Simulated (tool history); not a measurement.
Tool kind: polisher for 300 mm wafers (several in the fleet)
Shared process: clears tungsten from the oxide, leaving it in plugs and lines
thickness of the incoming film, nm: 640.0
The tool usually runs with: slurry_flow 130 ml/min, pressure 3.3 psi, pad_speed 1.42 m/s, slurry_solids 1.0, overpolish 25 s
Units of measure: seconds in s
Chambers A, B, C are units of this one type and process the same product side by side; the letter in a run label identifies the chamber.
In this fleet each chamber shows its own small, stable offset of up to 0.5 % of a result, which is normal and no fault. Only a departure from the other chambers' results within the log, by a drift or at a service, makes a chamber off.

run   hour  slurry_flow  pressure  pad_speed  slurry_solids  overpolish  wafers polished on this pad  hours since the slurry nozzle was cleaned  hours since the head pressure was calibrated  hours since the slurry blender was calibrated  hours since the slurry got fresh peroxide  seconds
 1A    5.4          130       3.3       1.42            1.0          25                          197                                      589.9                                         113.0                                          291.9                                       66.0  104.470
       5.6  -- chamber A: slurry tank refilled with fresh slurry and peroxide
 2B   16.1          130       3.3       1.42            1.0          25                          329                                      452.2                                         262.3                                          154.3                                       53.0  101.730
 3C   22.6          130       3.3       1.42            1.0          25                          268                                      373.6                                         262.3                                          178.0                                       30.1  103.400
 4C   31.4          130       3.3       1.42            1.0          25                          332                                      382.4                                         271.1                                          186.8                                       38.9  103.760
      34.7  -- chamber A: slurry blender recalibrated
 5A   40.2          130       3.3       1.42            1.0          25                          448                                      624.7                                         147.8                                            5.5                                       34.6  102.690
 6B   49.3          130       3.3       1.42            1.0          25                          569                                      485.4                                         295.5                                          187.5                                       86.2  102.740
      49.8  -- chamber B: slurry tank refilled with fresh slurry and peroxide
 7B   58.9          130       3.3       1.42            1.0          25                          638                                      495.0                                         305.1                                          197.1                                        9.2  104.020
      61.0  -- chamber A: slurry tank refilled with fresh slurry and peroxide
 8C   64.2          130       3.3       1.42            1.0          25                          569                                      415.2                                         303.9                                          219.6                                       71.7  102.750
      71.0  -- chamber B: worn pad replaced by a new one
 9A   73.8          130       3.3       1.42            1.0          25                          691                                      658.3                                         181.4                                           39.1                                       12.9  103.690
10C   83.6          130       3.3       1.42            1.0          25                          710                                      434.6                                         323.3                                          239.0                                       91.1  102.700
      90.5  -- chamber A: slurry nozzle cleaned
11A   92.5          130       3.3       1.42            1.0          25                          827                                        2.1                                         200.1                                           57.8                                       31.6  104.750
12B  101.3          130       3.3       1.42            1.0          25                          219                                      537.4                                         347.5                                          239.5                                       51.6  102.180
13C  108.1          130       3.3       1.42            1.0          25                          887                                      459.1                                         347.8                                          263.5                                      115.6  105.840
     110.0  -- chamber C: worn pad replaced by a new one
     113.0  -- chamber A: slurry tank refilled with fresh slurry and peroxide
14A  118.1          130       3.3       0.96            1.0          25                         1012                                       27.7                                         225.7                                           83.4                                        5.1  154.230
15B  126.2          130       3.3       0.96            1.0          25                          399                                      562.3                                         372.4                                          264.4                                       76.5  153.030
16C  131.8          130       3.3       0.96            1.0          25                          158                                      482.8                                         371.5                                          287.2                                      139.3  154.110
     135.6  -- chamber B: slurry tank refilled with fresh slurry and peroxide
17A  137.1          130       3.3       1.42            1.0          25                         1149                                       46.7                                         244.7                                          102.4                                       24.1  106.120
     140.8  -- chamber A: worn pad replaced by a new one
18B  145.6          130       3.3       1.42            1.0          25                          540                                      581.7                                         391.8                                          283.8                                       10.0  106.590
     153.4  -- chamber B: slurry blender recalibrated
19B  155.2          130       3.3       1.42            1.0          25                          609                                      591.3                                         401.4                                            1.9                                       19.6  104.600
     161.1  -- chamber C: slurry tank refilled with fresh slurry and peroxide
20A  166.3          155       2.5       1.42            1.0          25                          184                                       75.9                                         273.9                                          131.6                                       53.3  132.640
     167.2  -- chamber C: slurry blender recalibrated
     170.9  -- chamber B: worn pad replaced by a new one
21C  173.8          155       2.5       1.42            1.0          25                          462                                      524.8                                         413.5                                            6.7                                       12.8  133.940
     177.8  -- chamber A: slurry tank refilled with fresh slurry and peroxide
22C  179.5          155       2.5       1.42            1.0          25                          503                                      530.5                                         419.2                                           12.4                                       18.5  131.690
23A  189.6          130       3.3       1.42            1.0          25                          352                                       99.2                                         297.2                                          154.9                                       11.9  105.380
24B  195.2          130       3.3       1.42            1.0          25                          176                                      631.3                                         441.4                                           41.9                                       59.6  109.430
25A  204.0          130       3.3       1.42            1.0          25                          457                                      113.6                                         311.6                                          169.3                                       26.3  104.360
26C  213.1          130       3.3       1.42            1.0          25                          746                                      564.1                                         452.8                                           46.0                                       52.1  104.100
27B  220.2          130       3.3       1.42            1.0          25                          356                                      656.3                                         466.4                                           66.9                                       84.6  106.880
28B  229.8          130       3.3       1.42            1.0          25                          426                                      665.9                                         476.0                                           76.5                                       94.2  112.540
     232.8  -- chamber C: slurry nozzle cleaned
     233.9  -- chamber A: slurry tank refilled with fresh slurry and peroxide
     234.6  -- chamber B: slurry tank refilled with fresh slurry and peroxide
29A  236.3          130       3.3       1.42            1.0          25                          690                                      145.9                                         343.9                                          201.6                                        2.5  104.340
     238.5  -- chamber A: head pressure recalibrated
30C  244.7          130       3.8       1.42            1.1          25                          974                                       11.9                                         484.4                                           77.6                                       83.7   88.069
     245.4  -- chamber C: worn pad replaced by a new one
31C  253.1          130       3.8       1.42            1.1          25                           55                                       20.3                                         492.8                                           86.0                                       92.1   88.232
32B  262.6          130       3.8       1.42            1.1          25                          663                                      698.7                                         508.8                                          109.3                                       28.1   97.757
33A  271.0          130       3.3       1.42            1.0          25                          941                                      180.6                                          32.6                                          236.3                                       37.2  103.320
     276.1  -- chamber A: worn pad replaced by a new one
34A  280.4          130       3.3       1.42            1.0          25                           31                                      190.0                                          42.0                                          245.7                                       46.6  103.440
     284.4  -- chamber B: worn pad replaced by a new one
35B  291.0          130       3.3       1.42            1.0          25                           48                                      727.1                                         537.2                                          137.7                                       56.5  114.800
36C  298.4          130       3.3       1.42            1.0          19                          383                                       65.6                                         538.1                                          131.3                                      137.4  103.650

Has any chamber moved away from the others, gradually or after a service, or does the common gauge drift, or do the chambers differ only by their own small steady offsets? State the chamber and the most likely cause if one applies.

Little by little, chamber B moves away from the other chambers.
What lies behind it: slurry flow missing at the pad, % = 39.3.
It could be hard to tell apart here from: head's pressure below its setpoint, %.

Here are 4 candidates for chamber B's next run, each the usual settings with a change, their results left as question marks. Which one brings its results back in line with what the others give on the usual settings?
In line here means within this much of the mean the other chambers give on the usual settings: seconds 4.600 s
37B-1  306.9          130       3.1       1.34            1.0          25                                                                                                                                                                                                                        ?
37B-2  306.9          130       3.5       1.50            1.0          25                                                                                                                                                                                                                        ?
37B-3  306.9          130       3.4       1.44            1.0          25                                                                                                                                                                                                                        ?
37B-4  306.9          130       3.2       1.40            1.0          25                                                                                                                                                                                                                        ?

On the usual settings, the other chambers give on average: seconds 104.040 s
  run  seconds
37B-1  130.730
37B-2  103.490
37B-3  110.970
37B-4  121.220
37B-2 is the one that brings the chamber's results back in line with the other chambers.
